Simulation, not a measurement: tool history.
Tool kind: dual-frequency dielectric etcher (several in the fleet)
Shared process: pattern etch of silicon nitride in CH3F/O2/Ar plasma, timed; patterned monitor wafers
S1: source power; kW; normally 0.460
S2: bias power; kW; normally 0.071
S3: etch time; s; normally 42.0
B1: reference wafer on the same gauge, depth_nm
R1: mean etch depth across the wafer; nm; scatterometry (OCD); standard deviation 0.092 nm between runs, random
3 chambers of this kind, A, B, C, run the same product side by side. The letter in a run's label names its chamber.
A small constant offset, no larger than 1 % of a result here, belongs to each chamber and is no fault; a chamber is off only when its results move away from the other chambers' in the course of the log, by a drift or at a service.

run 1A hour=9.3 | S1=0.460 S2=0.071 S3=42.0 | B1=29.609 | R1=30.533
run 2C hour=22.7 | S1=0.460 S2=0.071 S3=42.0 | B1=29.619 | R1=30.935
run 3B hour=30.0 | S1=0.460 S2=0.071 S3=42.0 | B1=29.602 | R1=30.867
run 4B hour=39.6 | S1=0.460 S2=0.071 S3=42.0 | B1=29.620 | R1=30.933
-- hour=42.2 chamber B: bias power generator calibrated
run 5A hour=48.9 | S1=0.460 S2=0.071 S3=42.0 | B1=29.602 | R1=30.596
run 6C hour=58.2 | S1=0.460 S2=0.071 S3=42.0 | B1=29.612 | R1=31.068
run 7B hour=67.8 | S1=0.460 S2=0.086 S3=42.0 | B1=29.579 | R1=33.240
run 8C hour=80.7 | S1=0.460 S2=0.086 S3=42.0 | B1=29.601 | R1=32.855
run 9A hour=88.8 | S1=0.460 S2=0.086 S3=42.0 | B1=29.628 | R1=32.647
run 10C hour=99.5 | S1=0.460 S2=0.071 S3=42.0 | B1=29.582 | R1=30.981
run 11A hour=114.1 | S1=0.460 S2=0.071 S3=42.0 | B1=29.582 | R1=30.529
run 12B hour=126.1 | S1=0.460 S2=0.071 S3=42.0 | B1=29.613 | R1=30.835
run 13B hour=136.0 | S1=0.460 S2=0.071 S3=42.0 | B1=29.621 | R1=30.920
run 14A hour=143.8 | S1=0.460 S2=0.071 S3=42.0 | B1=29.611 | R1=30.790
-- hour=152.2 chamber C: wet clean of the chamber
run 15C hour=153.0 | S1=0.460 S2=0.071 S3=42.0 | B1=29.613 | R1=30.993
run 16A hour=164.6 | S1=0.460 S2=0.086 S3=35.0 | B1=29.609 | R1=27.143
run 17B hour=172.3 | S1=0.460 S2=0.086 S3=35.0 | B1=29.594 | R1=27.601
-- hour=172.6 chamber B: wet clean of the chamber
run 18C hour=187.6 | S1=0.460 S2=0.086 S3=35.0 | B1=29.601 | R1=27.689
run 19B hour=202.6 | S1=0.460 S2=0.071 S3=42.0 | B1=29.613 | R1=30.829
run 20A hour=212.0 | S1=0.460 S2=0.071 S3=42.0 | B1=29.595 | R1=30.534
run 21C hour=227.3 | S1=0.460 S2=0.071 S3=42.0 | B1=29.586 | R1=31.013
run 22A hour=234.8 | S1=0.460 S2=0.071 S3=42.0 | B1=29.611 | R1=30.411
run 23C hour=242.1 | S1=0.460 S2=0.071 S3=42.0 | B1=29.618 | R1=30.968
run 24B hour=249.2 | S1=0.460 S2=0.071 S3=42.0 | B1=29.593 | R1=30.767

Does one chamber stand apart from the rest, does the shared gauge drift, or is all well apart from small per-chamber offsets? Give the chamber and the most likely cause, where there is one.

Nothing is wrong: each chamber keeps only its own small, steady offset and the gauge holds still.
